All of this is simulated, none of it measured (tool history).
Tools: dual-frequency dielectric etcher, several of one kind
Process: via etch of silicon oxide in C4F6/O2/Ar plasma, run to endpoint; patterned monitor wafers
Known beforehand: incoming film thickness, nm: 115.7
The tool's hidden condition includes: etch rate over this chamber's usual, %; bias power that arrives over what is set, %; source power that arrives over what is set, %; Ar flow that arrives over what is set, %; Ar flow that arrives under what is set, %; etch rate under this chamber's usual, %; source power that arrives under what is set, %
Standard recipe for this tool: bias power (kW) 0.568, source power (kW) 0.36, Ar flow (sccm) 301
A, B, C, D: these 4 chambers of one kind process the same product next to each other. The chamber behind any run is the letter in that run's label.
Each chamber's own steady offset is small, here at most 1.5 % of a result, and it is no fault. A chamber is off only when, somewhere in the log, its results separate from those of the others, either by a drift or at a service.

run	hour	bias power (kW)	source power (kW)	Ar flow (sccm)	hours since the last wet clean	hours since the last bias power generator calibration	hours since the last source power generator calibration	hours since the last Ar flow controller change	endpoint time (s)
# hour 8: chamber D: source power generator calibrated
1D	9.3	0.568	0.36	301	343.8	1635.2	1.4	3661.1	25.095
2C	22.4	0.568	0.36	301	33	220	3861.5	2429.2	24.844
# hour 22.5: chamber B: wet clean of the chamber
3B	30	0.568	0.36	301	7.6	1558.6	340.5	1464.7	25.036
4A	43	0.568	0.36	301	44.1	874	2765.6	3427.1	25.156
# hour 51.8: chamber D: wet clean of the chamber
5A	53.5	0.568	0.36	301	54.6	884.5	2776.1	3437.6	24.98
6B	67.3	0.568	0.36	301	44.9	1595.9	377.8	1502	24.985
7D	74.9	0.568	0.36	301	23.1	1700.8	67	3726.7	25.409
8C	85.9	0.568	0.36	301	96.5	283.5	3925	2492.7	25.292
# hour 97.7: chamber C: Ar flow controller replaced
9D	99	0.568	0.29	301	47.2	1724.9	91.1	3750.8	27.27
10A	106.2	0.568	0.29	301	107.3	937.2	2828.8	3490.3	26.744
11B	118.5	0.568	0.29	301	96.1	1647.1	429	1553.2	27.281
12C	126.1	0.568	0.29	301	136.7	323.7	3965.2	28.4	27.034
13C	132.9	0.568	0.36	301	143.5	330.5	3972	35.2	25.064
14A	147.2	0.568	0.36	301	148.3	978.2	2869.8	3531.3	24.777
15D	158.1	0.568	0.36	301	106.3	1784	150.2	3809.9	25.174
16B	166.4	0.568	0.36	301	144	1695	476.9	1601.1	24.918
17B	179.8	0.462	0.3	301	157.4	1708.4	490.3	1614.5	28.681
18A	190.9	0.462	0.3	301	192	1021.9	2913.5	3575	28.762
19D	197.2	0.462	0.3	301	145.4	1823.1	189.3	3849	29.304
# hour 199.1: chamber B: Ar flow controller replaced
20C	206.7	0.462	0.3	301	217.3	404.3	4045.8	109	28.844
21A	220.7	0.568	0.36	301	221.8	1051.7	2943.3	3604.8	24.758
22C	227.7	0.568	0.36	301	238.3	425.3	4066.8	130	25.134
23B	241.6	0.568	0.36	301	219.2	1770.2	552.1	42.6	25.358
24D	252.2	0.568	0.36	301	200.4	1878.1	244.3	3904	25.161
25C	258.9	0.679	0.36	301	269.5	456.5	4098	161.2	23.044
26A	269.3	0.679	0.36	301	270.4	1100.3	2991.9	3653.4	23.172
27B	278.9	0.679	0.36	301	256.5	1807.5	589.4	79.9	23.326
28D	293.2	0.679	0.36	301	241.4	1919.1	285.3	3945	23.63
29D	303.3	0.568	0.43	301	251.5	1929.2	295.4	3955.1	23.4
30C	316.6	0.568	0.43	301	327.2	514.2	4155.7	218.9	23.776
31B	324.9	0.568	0.43	301	302.5	1853.5	635.4	125.9	23.551
32A	331.5	0.568	0.43	301	332.6	1162.5	3054.1	3715.6	23.375
33A	338.9	0.51	0.27	301	340	1169.9	3061.5	3723	28.993
34C	346	0.51	0.27	301	356.6	543.6	4185.1	248.3	29.212
35B	360.1	0.51	0.27	301	337.7	1888.7	670.6	161.1	28.967
36D	368.5	0.51	0.27	301	316.7	1994.4	360.6	4020.3	29.431
37D	378.4	0.568	0.36	301	326.6	2004.3	370.5	4030.2	25.156
38C	390.3	0.568	0.39	228	400.9	587.9	4229.4	292.6	23.549
39B	404.2	0.568	0.39	228	381.8	1932.8	714.7	205.2	23.706
40A	410.3	0.568	0.39	228	411.4	1241.3	3132.9	3794.4	23.419
41A	420.4	0.568	0.39	228	421.5	1251.4	3143	3804.5	23.482
42B	433.2	0.568	0.36	301	410.8	1961.8	743.7	234.2	24.986
43C	442.1	0.568	0.36	341	452.7	639.7	4281.2	344.4	25.424

One chamber off, gauge drift, or nothing amiss beyond the chambers' own small offsets? If it is a chamber, which one, and what is the likeliest cause?

All chambers stay in line apart from their small fixed offsets, and the gauge does not drift.
